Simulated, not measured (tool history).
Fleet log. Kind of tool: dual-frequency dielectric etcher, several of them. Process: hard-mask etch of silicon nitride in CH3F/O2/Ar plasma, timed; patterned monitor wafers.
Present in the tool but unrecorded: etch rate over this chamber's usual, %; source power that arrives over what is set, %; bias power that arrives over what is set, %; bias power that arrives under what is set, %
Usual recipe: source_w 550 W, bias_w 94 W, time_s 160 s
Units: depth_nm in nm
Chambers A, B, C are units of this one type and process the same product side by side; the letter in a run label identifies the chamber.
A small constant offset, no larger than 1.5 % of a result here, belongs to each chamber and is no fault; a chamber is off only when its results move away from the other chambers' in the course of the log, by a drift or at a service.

run     day  source_w  bias_w  time_s  hours since the last wet clean  hours since the last source power generator calibration  hours since the last bias power generator calibration  read-back reference wafer on the same gauge, depth_nm  depth_nm
      0.058  -- chamber B: wet clean of the chamber
      0.088  -- chamber A: wet clean of the chamber
 1C   0.396       550      94     160                           273.1                                                   2746.2                                                   51.3                                                 113.02    137.83
 2B   0.979       550      94     160                            22.1                                                   1979.5                                                  611.9                                                 112.93    140.38
 3A   1.446       550      94     160                            32.6                                                   1299.6                                                 3929.9                                                 112.91    139.14
 4B   2.008       550      94     160                            46.8                                                   2004.2                                                  636.6                                                 112.91    140.43
      2.350  -- chamber A: bias power generator calibrated
 5A   2.596       550      94     160                            60.2                                                   1327.2                                                    6.0                                                 112.87    139.15
 6C   2.988       550      94     160                           335.3                                                   2808.4                                                  113.5                                                 112.76    137.88
 7A   3.488       550      94     160                            81.6                                                   1348.6                                                   27.4                                                 112.78    139.14
 8B   3.825       550      94     160                            90.4                                                   2047.8                                                  680.2                                                 112.78    139.71
 9C   4.196       550      94     160                           364.3                                                   2837.4                                                  142.5                                                 112.78    137.98
10C   4.558       550      94     160                           373.0                                                   2846.1                                                  151.2                                                 112.70    138.16
      4.817  -- chamber C: wet clean of the chamber
11A   5.208       550      94     160                           122.9                                                   1389.9                                                   68.7                                                 112.73    138.97
12B   5.796       600      77     160                           137.7                                                   2095.1                                                  727.5                                                 112.68    135.24
13C   6.354       600      77     160                            37.0                                                   2889.2                                                  194.3                                                 112.64    132.47
14A   6.804       600      77     160                           161.2                                                   1428.2                                                  107.0                                                 112.61    133.96
15B   7.471       600      94     160                           177.9                                                   2135.3                                                  767.7                                                 112.59    144.81
16A   7.962       600      94     160                           189.0                                                   1456.0                                                  134.8                                                 112.51    143.13
17B   8.442       600      94     160                           201.2                                                   2158.6                                                  791.0                                                 112.51    144.60
18C   8.921       550      94     160                            98.6                                                   2950.8                                                  255.9                                                 112.45    137.68
19B   9.408       480     108     160                           224.4                                                   2181.8                                                  814.2                                                 112.50    139.22
20C  10.067       480     108     160                           126.1                                                   2978.3                                                  283.4                                                 112.37    137.43
21A  10.712       480     108     160                           255.0                                                   1522.0                                                  200.8                                                 112.42    137.91
22C  11.067       550      94     160                           150.1                                                   3002.3                                                  307.4                                                 112.37    136.83
23B  11.729       550      94     160                           280.1                                                   2237.5                                                  869.9                                                 112.35    139.86
24A  12.246       550      94     160                           291.8                                                   1558.8                                                  237.6                                                 112.33    138.26
25B  12.600       550      94     160                           301.0                                                   2258.4                                                  890.8                                                 112.31    139.33

Read the log: is a single chamber off, either drifting away or since a service, is the gauge that measures every chamber drifting, or is nothing wrong beyond small per-chamber offsets? Name any odd chamber and what most likely caused it.

No chamber is off; the gauge reading every chamber's wafers drifts, which makes the whole fleet appear to move together.
Most likely cause: gauge reads low (%) = 0.645.

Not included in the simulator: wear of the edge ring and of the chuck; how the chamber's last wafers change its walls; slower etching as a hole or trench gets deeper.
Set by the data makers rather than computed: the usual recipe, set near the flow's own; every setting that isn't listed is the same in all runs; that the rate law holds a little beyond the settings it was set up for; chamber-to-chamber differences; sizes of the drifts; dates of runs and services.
